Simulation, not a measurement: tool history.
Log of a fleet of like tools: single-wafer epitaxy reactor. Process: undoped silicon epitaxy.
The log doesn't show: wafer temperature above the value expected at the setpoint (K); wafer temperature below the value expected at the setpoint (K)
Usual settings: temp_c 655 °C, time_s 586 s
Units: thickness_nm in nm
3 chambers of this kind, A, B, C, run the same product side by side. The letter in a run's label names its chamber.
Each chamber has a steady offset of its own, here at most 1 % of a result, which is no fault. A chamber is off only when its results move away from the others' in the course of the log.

run   hour  temp_c  time_s  hours since the last pyrometer calibration  read-back reference wafer on the same gauge, thickness_nm  thickness_nm
 1C    8.6     655     586                                       285.2                                                     114.02       108.700
 2A   15.3     655     586                                      1947.0                                                     114.00       109.660
 3B   24.1     655     586                                      1074.5                                                     114.10       109.310
 4A   33.9     655     586                                      1965.6                                                     113.97       109.260
 5B   40.8     655     586                                      1091.2                                                     113.99       108.270
 6C   46.0     642     535                                       322.6                                                     113.98        74.470
 7C   55.7     642     535                                       332.3                                                     113.91        74.613
 8B   64.3     642     535                                      1114.7                                                     113.95        74.926
 9A   70.9     655     586                                      2002.6                                                     114.10       110.060
10A   76.4     655     586                                      2008.1                                                     114.06       109.910
11B   85.9     649     507                                      1136.3                                                     114.05        82.779
12C   91.9     649     507                                       368.5                                                     113.91        81.814
13A  101.3     649     507                                      2033.0                                                     114.09        83.460
14B  109.1     655     586                                      1159.5                                                     113.90       108.700
15C  114.3     655     586                                       390.9                                                     114.06       107.200
16A  120.9     655     586                                      2052.6                                                     114.04       110.910
17B  128.4     655     586                                      1178.8                                                     114.01       109.130
18C  135.0     655     586                                       411.6                                                     113.95       106.080
19A  141.3     655     700                                      2073.0                                                     114.04       132.150
20C  148.5     655     700                                       425.1                                                     114.01       127.000
21B  155.7     655     700                                      1206.1                                                     114.07       130.360
22C  163.4     655     586                                       440.0                                                     114.06       106.290
23A  169.7     655     586                                      2101.4                                                     114.11       110.320
24B  177.7     655     586                                      1228.1                                                     114.02       108.860
25C  185.0     655     586                                       461.6                                                     114.06       106.500
26A  192.5     655     586                                      2124.2                                                     114.02       110.460
27B  202.6     655     586                                      1253.0                                                     113.97       108.700
28A  211.5     655     676                                      2143.2                                                     114.00       127.450
29B  221.4     655     676                                      1271.8                                                     113.94       126.250
30C  226.4     655     676                                       503.0                                                     113.96       120.440
31C  235.3     655     586                                       511.9                                                     114.05       105.720
32B  240.5     655     586                                      1290.9                                                     114.01       108.920
33A  248.6     655     586                                      2180.3                                                     114.05       110.050
34B  259.6     655     586                                      1310.0                                                     113.97       109.080
35C  267.4     655     586                                       544.0                                                     113.94       105.230
36A  272.3     663     658                                      2204.0                                                     113.95       146.330
37A  281.1     663     658                                      2212.8                                                     113.99       146.250

What goes on in this fleet: one chamber off, a drifting gauge, or nothing beyond the chambers' own small offsets? Name the chamber and the cause, if any.

Chamber C drifts away from the others.
Cause: wafer temperature below the value expected at the setpoint (K) = 1.93.

Here are 4 candidates for chamber C's next run, each the usual settings with a change, their results left as question marks. Which one brings its results back in line with what the others give on the usual settings?
In line means no further than this from the other chambers' mean on the usual settings: thickness_nm 1.300 nm
38C-1  289.3     655     570                                                                                                                    ?
38C-2  289.3     655     557                                                                                                                    ?
38C-3  289.3     655     615                                                                                                                    ?
38C-4  289.3     656     590                                                                                                                    ?

The other chambers' mean on the usual settings: thickness_nm 109.550 nm
  run  thickness_nm
38C-1       101.640
38C-2        99.322
38C-3       109.660
38C-4       107.480
38C-3 brings the chamber back in line.
